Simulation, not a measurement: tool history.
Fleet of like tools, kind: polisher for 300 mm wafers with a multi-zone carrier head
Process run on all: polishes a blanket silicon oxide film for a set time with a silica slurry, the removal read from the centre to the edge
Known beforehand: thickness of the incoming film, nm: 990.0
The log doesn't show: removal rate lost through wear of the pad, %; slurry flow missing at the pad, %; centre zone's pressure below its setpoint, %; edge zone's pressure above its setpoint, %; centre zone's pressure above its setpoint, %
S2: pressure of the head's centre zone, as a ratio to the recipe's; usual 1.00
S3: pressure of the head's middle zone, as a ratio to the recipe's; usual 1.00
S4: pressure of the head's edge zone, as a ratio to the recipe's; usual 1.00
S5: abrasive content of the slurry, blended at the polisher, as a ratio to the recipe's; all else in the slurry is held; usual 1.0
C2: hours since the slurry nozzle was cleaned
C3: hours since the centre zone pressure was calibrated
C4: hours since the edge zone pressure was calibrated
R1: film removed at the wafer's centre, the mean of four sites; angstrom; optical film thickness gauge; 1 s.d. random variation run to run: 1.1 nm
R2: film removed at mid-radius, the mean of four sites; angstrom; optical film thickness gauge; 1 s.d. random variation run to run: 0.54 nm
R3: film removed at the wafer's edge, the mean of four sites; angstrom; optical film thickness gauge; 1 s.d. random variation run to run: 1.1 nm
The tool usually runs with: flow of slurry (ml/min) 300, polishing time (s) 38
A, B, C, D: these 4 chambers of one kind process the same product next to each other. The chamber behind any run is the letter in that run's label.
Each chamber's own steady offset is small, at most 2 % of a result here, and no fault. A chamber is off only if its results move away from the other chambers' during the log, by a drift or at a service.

At hour 0.1: chamber C: worn pad replaced by a new one.
Run 1B, hour 3.4: usual settings; wafers polished on this pad 62; C2 171.0; C3 158.0; C4 150.8. Result: R1 747.12 angstrom, R2 749.18 angstrom, R3 758.31 angstrom.
At hour 5.3: chamber A: worn pad replaced by a new one.
Run 2D, hour 6.5: usual settings; wafers polished on this pad 444; C2 146.8; C3 414.0; C4 25.3. Result: R1 761.88 angstrom, R2 750.66 angstrom, R3 750.28 angstrom.
Run 3A, hour 12.9: usual settings; wafers polished on this pad 88; C2 88.2; C3 439.7; C4 50.5. Result: R1 761.57 angstrom, R2 741.74 angstrom, R3 738.32 angstrom.
Run 4C, hour 18.9: usual settings; wafers polished on this pad 218; C2 498.4; C3 77.5; C4 638.5. Result: R1 739.86 angstrom, R2 743.45 angstrom, R3 741.96 angstrom.
Run 5D, hour 22.3: usual settings; wafers polished on this pad 627; C2 162.6; C3 429.8; C4 41.1. Result: R1 718.34 angstrom, R2 744.99 angstrom, R3 731.09 angstrom.
Run 6C, hour 28.2: usual settings; wafers polished on this pad 326; C2 507.7; C3 86.8; C4 647.8. Result: R1 736.01 angstrom, R2 740.03 angstrom, R3 757.49 angstrom.
Run 7A, hour 31.8: usual settings; wafers polished on this pad 307; C2 107.1; C3 458.6; C4 69.4. Result: R1 742.79 angstrom, R2 741.57 angstrom, R3 765.50 angstrom.
Run 8B, hour 36.6: usual settings; wafers polished on this pad 446; C2 204.2; C3 191.2; C4 184.0. Result: R1 726.51 angstrom, R2 746.96 angstrom, R3 760.62 angstrom.
At hour 39.4: chamber B: worn pad replaced by a new one.
Run 9B, hour 41.6: usual settings but S4 0.93, S5 1.2; wafers polished on this pad 26; C2 209.2; C3 196.2; C4 189.0. Result: R1 815.53 angstrom, R2 810.67 angstrom, R3 806.33 angstrom.
Run 10A, hour 46.0: usual settings but S4 0.93, S5 1.2; wafers polished on this pad 472; C2 121.3; C3 472.8; C4 83.6. Result: R1 792.98 angstrom, R2 811.31 angstrom, R3 775.64 angstrom.
Run 11C, hour 51.2: usual settings but S4 0.93, S5 1.2; wafers polished on this pad 592; C2 530.7; C3 109.8; C4 670.8. Result: R1 794.24 angstrom, R2 809.02 angstrom, R3 771.96 angstrom.
Run 12D, hour 54.9: usual settings but S4 0.93, S5 1.2; wafers polished on this pad 1005; C2 195.2; C3 462.4; C4 73.7. Result: R1 808.99 angstrom, R2 818.77 angstrom, R3 791.62 angstrom.
At hour 59.5: chamber A: worn pad replaced by a new one.
Run 13C, hour 59.5: usual settings; wafers polished on this pad 688; C2 539.0; C3 118.1; C4 679.1. Result: R1 725.54 angstrom, R2 739.15 angstrom, R3 740.29 angstrom.
Run 14A, hour 63.0: usual settings; wafers polished on this pad 41; C2 138.3; C3 489.8; C4 100.6. Result: R1 748.16 angstrom, R2 745.49 angstrom, R3 746.44 angstrom.
Run 15D, hour 67.1: usual settings but S4 1.06, polishing time (s) 33; wafers polished on this pad 1146; C2 207.4; C3 474.6; C4 85.9. Result: R1 651.51 angstrom, R2 648.55 angstrom, R3 677.41 angstrom.
Run 16B, hour 70.8: usual settings but S4 1.06, polishing time (s) 33; wafers polished on this pad 364; C2 238.4; C3 225.4; C4 218.2. Result: R1 632.04 angstrom, R2 643.70 angstrom, R3 672.92 angstrom.
Run 17A, hour 74.2: usual settings but S4 1.06, polishing time (s) 33; wafers polished on this pad 170; C2 149.5; C3 501.0; C4 111.8. Result: R1 636.61 angstrom, R2 650.57 angstrom, R3 660.42 angstrom.
At hour 75.4: chamber C: worn pad replaced by a new one.
At hour 78.9: chamber D: worn pad replaced by a new one.
Run 18D, hour 79.3: usual settings but S4 1.06, polishing time (s) 33; wafers polished on this pad 5; C2 219.6; C3 486.8; C4 98.1. Result: R1 658.30 angstrom, R2 647.53 angstrom, R3 686.99 angstrom.
Run 19B, hour 83.7: usual settings; wafers polished on this pad 513; C2 251.3; C3 238.3; C4 231.1. Result: R1 730.78 angstrom, R2 750.01 angstrom, R3 745.27 angstrom.
At hour 88.2: chamber B: worn pad replaced by a new one.
Run 20C, hour 89.7: usual settings; wafers polished on this pad 165; C2 569.2; C3 148.3; C4 709.3. Result: R1 737.87 angstrom, R2 746.91 angstrom, R3 743.78 angstrom.
Run 21B, hour 96.2: usual settings; wafers polished on this pad 93; C2 263.8; C3 250.8; C4 243.6. Result: R1 758.73 angstrom, R2 756.27 angstrom, R3 747.38 angstrom.
Run 22C, hour 99.3: usual settings; wafers polished on this pad 277; C2 578.8; C3 157.9; C4 718.9. Result: R1 727.31 angstrom, R2 739.61 angstrom, R3 740.90 angstrom.
Run 23D, hour 104.6: usual settings; wafers polished on this pad 298; C2 244.9; C3 512.1; C4 123.4. Result: R1 738.86 angstrom, R2 745.84 angstrom, R3 751.91 angstrom.
Run 24A, hour 107.8: usual settings; wafers polished on this pad 559; C2 183.1; C3 534.6; C4 145.4. Result: R1 771.90 angstrom, R2 750.24 angstrom, R3 750.86 angstrom.
At hour 113.2: chamber A: worn pad replaced by a new one.
Run 25B, hour 114.5: usual settings; wafers polished on this pad 305; C2 282.1; C3 269.1; C4 261.9. Result: R1 724.70 angstrom, R2 749.82 angstrom, R3 727.88 angstrom.
Run 26D, hour 119.0: usual settings; wafers polished on this pad 465; C2 259.3; C3 526.5; C4 137.8. Result: R1 767.76 angstrom, R2 751.00 angstrom, R3 757.41 angstrom.
Run 27A, hour 123.3: usual settings but S2 0.96, S3 0.89; wafers polished on this pad 117; C2 198.6; C3 550.1; C4 160.9. Result: R1 715.43 angstrom, R2 685.60 angstrom, R3 753.66 angstrom.
Run 28C, hour 128.0: usual settings but S2 0.96, S3 0.89; wafers polished on this pad 609; C2 607.5; C3 186.6; C4 747.6. Result: R1 694.74 angstrom, R2 665.41 angstrom, R3 775.77 angstrom.
Run 29B, hour 133.1: usual settings but S2 0.96, S3 0.89; wafers polished on this pad 520; C2 300.7; C3 287.7; C4 280.5. Result: R1 689.50 angstrom, R2 674.56 angstrom, R3 736.19 angstrom.
At hour 136.5: chamber B: worn pad replaced by a new one.
Run 30A, hour 136.7: usual settings but S2 0.96, S3 0.89; wafers polished on this pad 272; C2 212.0; C3 563.5; C4 174.3. Result: R1 728.91 angstrom, R2 681.06 angstrom, R3 756.88 angstrom.
Run 31C, hour 140.2: usual settings; wafers polished on this pad 750; C2 619.7; C3 198.8; C4 759.8. Result: R1 736.22 angstrom, R2 739.76 angstrom, R3 741.89 angstrom.
At hour 142.7: chamber C: worn pad replaced by a new one.
Run 32D, hour 144.6: usual settings but flow of slurry (ml/min) 345; wafers polished on this pad 761; C2 284.9; C3 552.1; C4 163.4. Result: R1 784.07 angstrom, R2 755.56 angstrom, R3 765.19 angstrom.
Run 33A, hour 151.3: usual settings but flow of slurry (ml/min) 345; wafers polished on this pad 441; C2 226.6; C3 578.1; C4 188.9. Result: R1 763.49 angstrom, R2 754.46 angstrom, R3 758.48 angstrom.
Run 34D, hour 154.8: usual settings but flow of slurry (ml/min) 345; wafers polished on this pad 879; C2 295.1; C3 562.3; C4 173.6. Result: R1 749.09 angstrom, R2 759.88 angstrom, R3 769.66 angstrom.
Run 35C, hour 158.0: usual settings but flow of slurry (ml/min) 345; wafers polished on this pad 177; C2 637.5; C3 216.6; C4 777.6. Result: R1 724.34 angstrom, R2 760.77 angstrom, R3 779.62 angstrom.
Run 36B, hour 162.4: usual settings; wafers polished on this pad 300; C2 330.0; C3 317.0; C4 309.8. Result: R1 758.42 angstrom, R2 749.13 angstrom, R3 753.59 angstrom.
Run 37C, hour 166.6: usual settings; wafers polished on this pad 277; C2 646.1; C3 225.2; C4 786.2. Result: R1 736.30 angstrom, R2 747.49 angstrom, R3 758.90 angstrom.
Run 38B, hour 169.7: usual settings; wafers polished on this pad 385; C2 337.3; C3 324.3; C4 317.1. Result: R1 728.96 angstrom, R2 757.17 angstrom, R3 768.77 angstrom.
At hour 170.4: chamber A: worn pad replaced by a new one.
Run 39A, hour 174.4: usual settings; wafers polished on this pad 47; C2 249.7; C3 601.2; C4 212.0. Result: R1 750.39 angstrom, R2 746.16 angstrom, R3 773.06 angstrom.
Run 40D, hour 177.5: usual settings but flow of slurry (ml/min) 245, S4 0.95; wafers polished on this pad 1142; C2 317.8; C3 585.0; C4 196.3. Result: R1 723.80 angstrom, R2 729.44 angstrom, R3 730.51 angstrom.
At hour 182.6: chamber B: worn pad replaced by a new one.
Run 41B, hour 183.3: usual settings but flow of slurry (ml/min) 245, S4 0.95; wafers polished on this pad 8; C2 350.9; C3 337.9; C4 330.7. Result: R1 739.91 angstrom, R2 735.41 angstrom, R3 723.94 angstrom.
Run 42C, hour 190.0: usual settings but flow of slurry (ml/min) 245, S4 0.95; wafers polished on this pad 548; C2 669.5; C3 248.6; C4 809.6. Result: R1 732.06 angstrom, R2 728.10 angstrom, R3 691.55 angstrom.

Does one chamber stand apart from the rest, does the shared gauge drift, or is all well apart from small per-chamber offsets? Give the chamber and the most likely cause, where there is one.

No chamber is off and the gauge is stable; the differences are just each chamber's small, constant offset.
